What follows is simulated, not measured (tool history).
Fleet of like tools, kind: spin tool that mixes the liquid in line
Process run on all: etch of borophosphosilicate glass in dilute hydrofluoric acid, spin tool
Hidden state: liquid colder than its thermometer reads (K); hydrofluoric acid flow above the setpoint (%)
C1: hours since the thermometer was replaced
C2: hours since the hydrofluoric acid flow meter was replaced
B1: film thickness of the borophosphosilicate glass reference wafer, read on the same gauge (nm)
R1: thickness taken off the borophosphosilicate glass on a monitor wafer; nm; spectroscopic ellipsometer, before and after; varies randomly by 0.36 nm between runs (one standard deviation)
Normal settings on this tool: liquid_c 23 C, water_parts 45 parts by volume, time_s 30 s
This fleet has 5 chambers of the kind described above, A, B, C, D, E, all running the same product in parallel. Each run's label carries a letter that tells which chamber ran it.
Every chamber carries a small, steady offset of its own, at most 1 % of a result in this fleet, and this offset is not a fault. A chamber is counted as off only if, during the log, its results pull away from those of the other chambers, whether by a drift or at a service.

run 1D hour=4.4 | liquid_c=23 water_parts=45 time_s=30 | C1=2209.9 C2=547.5 | B1=110.02 | R1=41.998
run 2B hour=9.2 | liquid_c=23 water_parts=45 time_s=30 | C1=2222.0 C2=93.5 | B1=110.01 | R1=42.552
-- hour=9.3 chamber B: thermometer replaced
run 3C hour=17.1 | liquid_c=23 water_parts=45 time_s=30 | C1=353.2 C2=306.6 | B1=109.98 | R1=41.481
run 4A hour=22.7 | liquid_c=23 water_parts=45 time_s=30 | C1=116.4 C2=249.6 | B1=110.00 | R1=42.923
run 5E hour=30.4 | liquid_c=23 water_parts=45 time_s=30 | C1=185.3 C2=461.0 | B1=110.01 | R1=42.123
run 6B hour=34.8 | liquid_c=23 water_parts=45 time_s=30 | C1=25.5 C2=119.1 | B1=110.03 | R1=42.958
run 7C hour=41.4 | liquid_c=23 water_parts=45 time_s=50 | C1=377.5 C2=330.9 | B1=109.98 | R1=68.996
run 8E hour=45.0 | liquid_c=23 water_parts=45 time_s=50 | C1=199.9 C2=475.6 | B1=110.01 | R1=70.519
run 9D hour=49.1 | liquid_c=23 water_parts=45 time_s=50 | C1=2254.6 C2=592.2 | B1=109.98 | R1=68.627
run 10A hour=54.0 | liquid_c=23 water_parts=45 time_s=50 | C1=147.7 C2=280.9 | B1=109.98 | R1=70.770
run 11B hour=60.5 | liquid_c=23 water_parts=45 time_s=50 | C1=51.2 C2=144.8 | B1=110.01 | R1=71.229
run 12E hour=64.9 | liquid_c=23 water_parts=45 time_s=30 | C1=219.8 C2=495.5 | B1=109.99 | R1=41.947
run 13D hour=70.7 | liquid_c=23 water_parts=45 time_s=15 | C1=2276.2 C2=613.8 | B1=110.00 | R1=20.890
run 14A hour=78.0 | liquid_c=23 water_parts=45 time_s=15 | C1=171.7 C2=304.9 | B1=109.98 | R1=21.260
run 15C hour=83.0 | liquid_c=23 water_parts=45 time_s=15 | C1=419.1 C2=372.5 | B1=110.03 | R1=21.271
run 16C hour=87.2 | liquid_c=23 water_parts=45 time_s=15 | C1=423.3 C2=376.7 | B1=110.01 | R1=21.540
run 17E hour=93.5 | liquid_c=23 water_parts=45 time_s=15 | C1=248.4 C2=524.1 | B1=110.01 | R1=21.344
run 18B hour=98.8 | liquid_c=23 water_parts=45 time_s=30 | C1=89.5 C2=183.1 | B1=109.99 | R1=42.644
run 19D hour=106.3 | liquid_c=23 water_parts=45 time_s=30 | C1=2311.8 C2=649.4 | B1=109.99 | R1=42.321
run 20A hour=111.9 | liquid_c=20 water_parts=45 time_s=30 | C1=205.6 C2=338.8 | B1=110.02 | R1=36.553
-- hour=115.7 chamber D: thermometer replaced
run 21E hour=116.6 | liquid_c=20 water_parts=45 time_s=30 | C1=271.5 C2=547.2 | B1=110.00 | R1=37.082
run 22D hour=121.9 | liquid_c=20 water_parts=45 time_s=30 | C1=6.2 C2=665.0 | B1=110.00 | R1=36.834
run 23C hour=126.5 | liquid_c=20 water_parts=45 time_s=30 | C1=462.6 C2=416.0 | B1=110.00 | R1=38.353
run 24B hour=130.4 | liquid_c=20 water_parts=45 time_s=30 | C1=121.1 C2=214.7 | B1=110.00 | R1=37.772
run 25A hour=134.7 | liquid_c=23 water_parts=55 time_s=15 | C1=228.4 C2=361.6 | B1=110.00 | R1=17.037
run 26B hour=139.2 | liquid_c=23 water_parts=55 time_s=15 | C1=129.9 C2=223.5 | B1=110.02 | R1=17.079
run 27A hour=144.8 | liquid_c=23 water_parts=55 time_s=15 | C1=238.5 C2=371.7 | B1=110.00 | R1=17.133
run 28C hour=150.8 | liquid_c=23 water_parts=55 time_s=15 | C1=486.9 C2=440.3 | B1=109.98 | R1=17.771
run 29E hour=154.5 | liquid_c=23 water_parts=55 time_s=15 | C1=309.4 C2=585.1 | B1=109.98 | R1=16.744
run 30D hour=159.2 | liquid_c=23 water_parts=45 time_s=30 | C1=43.5 C2=702.3 | B1=110.02 | R1=41.708
run 31D hour=164.7 | liquid_c=23 water_parts=45 time_s=30 | C1=49.0 C2=707.8 | B1=109.98 | R1=41.780
run 32E hour=170.1 | liquid_c=23 water_parts=45 time_s=30 | C1=325.0 C2=600.7 | B1=110.00 | R1=42.389
run 33B hour=175.5 | liquid_c=23 water_parts=45 time_s=30 | C1=166.2 C2=259.8 | B1=109.99 | R1=42.549
-- hour=180.5 chamber A: hydrofluoric acid flow meter replaced
run 34A hour=180.9 | liquid_c=23 water_parts=45 time_s=30 | C1=274.6 C2=0.4 | B1=110.01 | R1=42.490
run 35C hour=188.0 | liquid_c=19 water_parts=65 time_s=30 | C1=524.1 C2=477.5 | B1=109.97 | R1=25.071
run 36E hour=194.2 | liquid_c=19 water_parts=65 time_s=30 | C1=349.1 C2=624.8 | B1=110.00 | R1=23.918
run 37C hour=200.1 | liquid_c=19 water_parts=65 time_s=30 | C1=536.2 C2=489.6 | B1=109.96 | R1=25.550
run 38A hour=206.8 | liquid_c=19 water_parts=65 time_s=30 | C1=300.5 C2=26.3 | B1=110.02 | R1=24.017

Does one chamber stand apart from the rest, does the shared gauge drift, or is all well apart from small per-chamber offsets? Give the chamber and the most likely cause, where there is one.

It is chamber C that slowly wanders off from its peers.
What lies behind it: hydrofluoric acid flow above the setpoint (%) = 6.38.
With only this log, it may be confused with: liquid hotter than its thermometer reads (K).

Which of the 4 candidates below, each the usual settings with something changed and its results left as question marks, puts chamber C back in line with what the other chambers give on the usual settings?
In line here means within this much of the mean the other chambers give on the usual settings: R1 1.300 nm
run 39C-1 hour=212.6 | liquid_c=20.5 water_parts=45 time_s=30 | R1=?
run 39C-2 hour=212.6 | liquid_c=24.5 water_parts=45 time_s=30 | R1=?
run 39C-3 hour=212.6 | liquid_c=21.5 water_parts=45 time_s=30 | R1=?
run 39C-4 hour=212.6 | liquid_c=25.5 water_parts=45 time_s=30 | R1=?

Average result of the remaining chambers running the usual settings: R1 42.136 nm
run=39C-1 R1=40.113
run=39C-2 R1=47.559
run=39C-3 R1=41.887
run=39C-4 R1=49.596
It is 39C-3 that realigns the chamber with its peers.

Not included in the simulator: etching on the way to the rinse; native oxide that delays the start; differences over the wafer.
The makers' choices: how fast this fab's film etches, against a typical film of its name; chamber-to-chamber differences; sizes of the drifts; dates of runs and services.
